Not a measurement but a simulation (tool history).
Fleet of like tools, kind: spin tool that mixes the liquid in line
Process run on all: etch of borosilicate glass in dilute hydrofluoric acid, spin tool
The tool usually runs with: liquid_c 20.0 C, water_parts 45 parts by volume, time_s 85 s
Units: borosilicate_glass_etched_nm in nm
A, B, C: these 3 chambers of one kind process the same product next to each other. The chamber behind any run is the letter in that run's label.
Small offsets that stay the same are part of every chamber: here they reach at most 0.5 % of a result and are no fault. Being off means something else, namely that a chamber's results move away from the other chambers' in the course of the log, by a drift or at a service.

run	day	liquid_c	water_parts	time_s	hours since the thermometer was replaced	hours since the hydrofluoric acid flow meter was replaced	read-back film thickness of the borosilicate glass reference wafer, read on the same gauge (nm)	borosilicate_glass_etched_nm
1C	0.267	20.0	45	85	1163.6	511.2	60.041	33.324
2A	0.538	20.0	45	85	1167.3	1721.6	60.006	33.661
3B	1.108	20.0	45	85	2120.2	1520.4	59.984	33.378
4C	1.442	20.0	45	85	1191.8	539.4	59.962	33.403
5B	1.871	20.0	45	85	2138.5	1538.7	60.007	33.232
6A	2.433	20.0	45	85	1212.8	1767.1	60.062	33.208
7B	2.996	23.5	45	70	2165.5	1565.7	59.957	31.710
8C	3.288	23.5	45	70	1236.1	583.7	60.008	31.711
9A	3.638	23.5	45	70	1241.7	1796.0	60.039	31.840
10B	3.979	17.5	45	130	2189.1	1589.3	60.015	46.057
11C	4.550	17.5	45	130	1266.4	614.0	60.031	45.549
12A	5.050	17.5	45	130	1275.6	1829.9	59.986	46.159
13C	5.392	20.0	45	85	1286.6	634.2	60.004	33.564
14A	5.979	20.0	45	85	1297.9	1852.2	59.994	33.095
15B	6.458	20.0	55	70	2248.6	1648.8	59.974	21.838
# day 6.512: chamber B: thermometer replaced
16C	6.967	20.0	55	70	1324.4	672.0	60.019	22.352
17B	7.371	20.0	55	70	20.6	1670.7	59.960	21.592
18A	7.650	24.5	45	45	1338.0	1892.3	60.003	21.316
19C	8.004	24.5	45	45	1349.3	696.9	60.007	21.270
20B	8.596	24.5	45	45	50.0	1700.1	59.989	20.506
21A	8.992	20.0	45	85	1370.2	1924.5	59.977	33.455
22C	9.467	20.0	45	85	1384.4	732.0	60.002	33.385

Next, all 3 chambers run the settings below, one line each with question marks for the results. What does each chamber give?
23A	9.900	24.5	45	85				?
23B	9.900	24.5	45	85				?
23C	9.900	24.5	45	85				?

run	borosilicate_glass_etched_nm
23A	40.218
23B	38.314
23C	40.335
